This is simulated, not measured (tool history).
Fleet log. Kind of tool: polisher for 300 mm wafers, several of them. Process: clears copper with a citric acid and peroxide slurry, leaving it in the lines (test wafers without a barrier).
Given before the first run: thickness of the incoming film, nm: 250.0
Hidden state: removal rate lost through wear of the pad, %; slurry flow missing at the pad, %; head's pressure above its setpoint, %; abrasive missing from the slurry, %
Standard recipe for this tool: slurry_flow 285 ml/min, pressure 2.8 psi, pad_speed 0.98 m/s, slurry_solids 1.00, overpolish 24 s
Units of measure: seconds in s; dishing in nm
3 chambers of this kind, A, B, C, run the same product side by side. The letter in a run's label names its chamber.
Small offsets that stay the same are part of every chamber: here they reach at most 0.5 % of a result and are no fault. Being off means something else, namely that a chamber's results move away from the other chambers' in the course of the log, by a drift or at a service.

run	hour	slurry_flow	pressure	pad_speed	slurry_solids	overpolish	wafers polished on this pad	hours since the slurry nozzle was cleaned	hours since the head pressure was calibrated	hours since the slurry blender was calibrated	seconds	dishing
1A	5.2	285	2.8	0.98	1.00	24	397	469.9	159.5	49.0	113.25	29.093
2C	8.5	285	2.8	0.98	1.00	24	553	268.2	782.7	13.0	113.44	28.498
3B	15.1	285	2.8	0.98	1.00	24	269	667.8	40.2	212.8	112.19	28.102
4A	21.2	285	2.8	0.98	1.00	24	484	485.9	175.5	65.0	111.71	28.436
5C	24.5	285	2.8	0.98	1.00	24	639	284.2	798.7	29.0	114.51	28.265
6B	28.4	285	2.8	0.98	1.00	24	341	681.1	53.5	226.1	112.77	28.216
7C	35.0	285	2.8	0.98	1.00	24	696	294.7	809.2	39.5	114.00	27.620
8A	38.7	285	2.8	0.98	1.00	24	578	503.4	193.0	82.5	114.67	28.425
# hour 38.8: chamber B: slurry nozzle cleaned
# hour 39.0: chamber C: slurry nozzle cleaned
9B	42.1	285	2.8	0.98	1.00	24	415	3.3	67.2	239.8	111.99	28.196
10A	46.8	285	2.8	0.98	1.00	24	622	511.5	201.1	90.6	110.74	28.772
11B	51.1	285	2.8	0.98	1.00	24	464	12.3	76.2	248.8	112.25	28.220
12C	54.8	285	2.8	0.98	1.00	24	803	15.8	829.0	59.3	113.70	28.537
13A	61.2	285	2.8	0.98	1.15	18	700	525.9	215.5	105.0	109.63	23.963
14B	67.9	285	2.8	0.98	1.15	18	555	29.1	93.0	265.6	108.47	24.275
# hour 69.6: chamber B: worn pad replaced by a new one
15C	71.2	285	2.8	0.98	1.15	18	891	32.2	845.4	75.7	111.52	23.655
16A	77.1	285	2.8	0.98	1.00	24	786	541.8	231.4	120.9	111.55	28.030
17B	80.1	285	2.8	0.98	1.00	24	57	41.3	105.2	277.8	112.23	27.618
18C	86.4	285	2.8	0.98	1.00	24	973	47.4	860.6	90.9	116.19	28.511
19C	91.2	285	2.8	0.98	1.00	24	999	52.2	865.4	95.7	117.36	28.128
20B	97.1	245	2.8	0.88	1.00	24	148	58.3	122.2	294.8	126.62	27.139
21A	101.6	245	2.8	0.88	1.00	24	918	566.3	255.9	145.4	124.60	26.195
22B	105.7	245	2.8	0.88	1.00	24	195	66.9	130.8	303.4	127.61	25.607
23A	111.3	285	2.8	0.98	1.00	15	971	576.0	265.6	155.1	112.80	20.511
24C	115.1	285	2.8	0.98	1.00	15	1129	76.1	889.3	119.6	122.65	20.032
25A	121.9	285	2.8	0.98	1.00	15	1028	586.6	276.2	165.7	113.08	20.550
26B	128.9	285	2.8	0.98	1.25	16	320	90.1	154.0	326.6	106.30	22.391
27C	132.7	285	2.8	0.98	1.25	16	1224	93.7	906.9	137.2	115.47	20.433
28C	135.9	285	2.8	0.98	1.25	16	1241	96.9	910.1	140.4	117.36	20.875
# hour 137.2: chamber B: slurry blender recalibrated
29A	140.6	285	2.8	0.98	1.00	24	1129	605.3	294.9	184.4	111.73	28.424
30B	147.0	285	2.8	0.98	1.00	24	418	108.2	172.1	9.9	109.10	28.627
# hour 151.5: chamber C: head pressure recalibrated
31C	152.4	285	2.8	0.98	1.00	24	1330	113.4	1.0	156.9	125.99	25.972

Next, every chamber runs the same settings. What will each give?
32A	157.4	335	2.8	0.98	1.00	24					?	?
32B	157.4	335	2.8	0.98	1.00	24					?	?
32C	157.4	335	2.8	0.98	1.00	24					?	?

run	seconds	dishing
32A	110.87	29.248
32B	111.67	28.944
32C	125.72	26.904
